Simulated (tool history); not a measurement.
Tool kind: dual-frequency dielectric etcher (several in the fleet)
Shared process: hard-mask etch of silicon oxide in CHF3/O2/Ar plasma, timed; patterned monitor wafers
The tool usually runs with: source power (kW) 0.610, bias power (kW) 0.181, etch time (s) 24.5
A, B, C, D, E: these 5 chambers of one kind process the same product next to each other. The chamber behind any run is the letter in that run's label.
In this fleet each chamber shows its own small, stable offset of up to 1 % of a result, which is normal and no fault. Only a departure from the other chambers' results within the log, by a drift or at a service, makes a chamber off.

run   hour  source power (kW)  bias power (kW)  etch time (s)  hours since the last wet clean  hours since the last source power generator calibration  hours since the last bias power generator calibration  read-back reference wafer on the same gauge, depth_nm  mean etch depth across the wafer (angstrom)
 1E    3.9              0.610            0.181           24.5                            51.8                                                    616.3                                                 1471.9                                                 55.106                                       484.70
 2A   10.0              0.610            0.181           24.5                           285.6                                                   2568.3                                                 1493.5                                                 55.105                                       488.86
 3B   16.2              0.610            0.181           24.5                            75.8                                                    372.6                                                  318.3                                                 55.127                                       488.86
 4C   23.1              0.610            0.181           24.5                           562.3                                                    875.1                                                 3901.2                                                 55.073                                       490.78
 5D   28.7              0.610            0.181           24.5                           273.0                                                    513.7                                                 1438.1                                                 55.091                                       488.22
 6E   31.9              0.610            0.181           24.5                            79.8                                                    644.3                                                 1499.9                                                 55.082                                       485.14
 7B   38.0              0.610            0.181           24.5                            97.6                                                    394.4                                                  340.1                                                 55.112                                       490.38
 8C   41.8              0.610            0.181           24.5                           581.0                                                    893.8                                                 3919.9                                                 55.047                                       491.53
 9D   48.5              0.610            0.181           24.5                           292.8                                                    533.5                                                 1457.9                                                 55.118                                       488.09
10A   53.5              0.610            0.181           24.5                           329.1                                                   2611.8                                                 1537.0                                                 55.123                                       491.94
11A   58.7              0.610            0.181           29.0                           334.3                                                   2617.0                                                 1542.2                                                 55.121                                       582.96
12D   63.3              0.610            0.181           29.0                           307.6                                                    548.3                                                 1472.7                                                 55.128                                       576.96
      68.0  -- chamber C: wet clean of the chamber
13C   70.1              0.610            0.181           29.0                             2.1                                                    922.1                                                 3948.2                                                 55.071                                       580.27
14B   73.4              0.610            0.181           29.0                           133.0                                                    429.8                                                  375.5                                                 55.076                                       578.81
15E   79.6              0.610            0.181           29.0                           127.5                                                    692.0                                                 1547.6                                                 55.082                                       573.22
16C   84.1              0.610            0.181           24.5                            16.1                                                    936.1                                                 3962.2                                                 55.091                                       490.04
17E   91.2              0.660            0.181           22.0                           139.1                                                    703.6                                                 1559.2                                                 55.097                                       445.71
18A   97.1              0.660            0.181           22.0                           372.7                                                   2655.4                                                 1580.6                                                 55.099                                       454.83
19D  100.7              0.660            0.181           22.0                           345.0                                                    585.7                                                 1510.1                                                 55.116                                       457.45
20B  107.8              0.660            0.181           22.0                           167.4                                                    464.2                                                  409.9                                                 55.049                                       454.33
21C  113.8              0.660            0.181           22.0                            45.8                                                    965.8                                                 3991.9                                                 55.114                                       453.86
22A  118.6              0.610            0.181           24.5                           394.2                                                   2676.9                                                 1602.1                                                 55.119                                       489.79
23E  123.5              0.610            0.181           24.5                           171.4                                                    735.9                                                 1591.5                                                 55.090                                       482.49
     128.9  -- chamber A: wet clean of the chamber
24D  129.1              0.610            0.181           24.5                           373.4                                                    614.1                                                 1538.5                                                 55.092                                       498.23
25B  136.1              0.610            0.181           24.5                           195.7                                                    492.5                                                  438.2                                                 55.115                                       490.74
26E  143.0              0.610            0.181           24.5                           190.9                                                    755.4                                                 1611.0                                                 55.089                                       481.75
27D  146.5              0.610            0.181           24.5                           390.8                                                    631.5                                                 1555.9                                                 55.044                                       497.79
28C  153.0              0.610            0.181           24.5                            85.0                                                   1005.0                                                 4031.1                                                 55.119                                       488.45
29B  157.3              0.610            0.181           24.5                           216.9                                                    513.7                                                  459.4                                                 55.066                                       490.28
30A  162.5              0.610            0.181           24.5                            33.6                                                   2720.8                                                 1646.0                                                 55.101                                       490.32
31B  166.8              0.610            0.204           19.5                           226.4                                                    523.2                                                  468.9                                                 55.122                                       405.61
32C  171.8              0.610            0.204           19.5                           103.8                                                   1023.8                                                 4049.9                                                 55.056                                       405.47
33E  177.5              0.610            0.204           19.5                           225.4                                                    789.9                                                 1645.5                                                 55.086                                       402.50
34D  183.2              0.610            0.204           19.5                           427.5                                                    668.2                                                 1592.6                                                 55.066                                       416.78
35A  189.5              0.610            0.204           19.5                            60.6                                                   2747.8                                                 1673.0                                                 55.068                                       405.33
36A  194.7              0.480            0.181           24.5                            65.8                                                   2753.0                                                 1678.2                                                 55.127                                       448.45
37B  200.0              0.480            0.181           24.5                           259.6                                                    556.4                                                  502.1                                                 55.084                                       446.85
38C  204.5              0.480            0.181           24.5                           136.5                                                   1056.5                                                 4082.6                                                 55.112                                       448.43
39E  209.1              0.480            0.181           24.5                           257.0                                                    821.5                                                 1677.1                                                 55.115                                       443.09
40D  213.0              0.480            0.181           24.5                           457.3                                                    698.0                                                 1622.4                                                 55.081                                       460.77

What goes on in this fleet: one chamber off, a drifting gauge, or nothing beyond the chambers' own small offsets? Name the chamber and the cause, if any.

It is chamber D that slowly wanders off from its peers.
Most likely cause: etch rate over this chamber's usual, % = 3.16.

Which of the 4 candidates below, each the usual settings with something changed and its results left as question marks, puts chamber D back in line with what the other chambers give on the usual settings?
A result is in line if it is within this distance of the other chambers' mean on the usual settings: mean etch depth across the wafer (angstrom) 4.60
41D-1  218.0              0.610            0.199           24.5                                                                                                                                                                                                                                                   ?
41D-2  218.0              0.560            0.181           24.5                                                                                                                                                                                                                                                   ?
41D-3  218.0              0.600            0.179           23.5                                                                                                                                                                                                                                                   ?
41D-4  218.0              0.610            0.209           24.5                                                                                                                                                                                                                                                   ?

Mean of the other chambers on the usual settings: mean etch depth across the wafer (angstrom) 488.50
  run  mean etch depth across the wafer (angstrom)
41D-1                                       521.35
41D-2                                       488.44
41D-3                                       479.43
41D-4                                       530.18
It is 41D-2 that realigns the chamber with its peers.
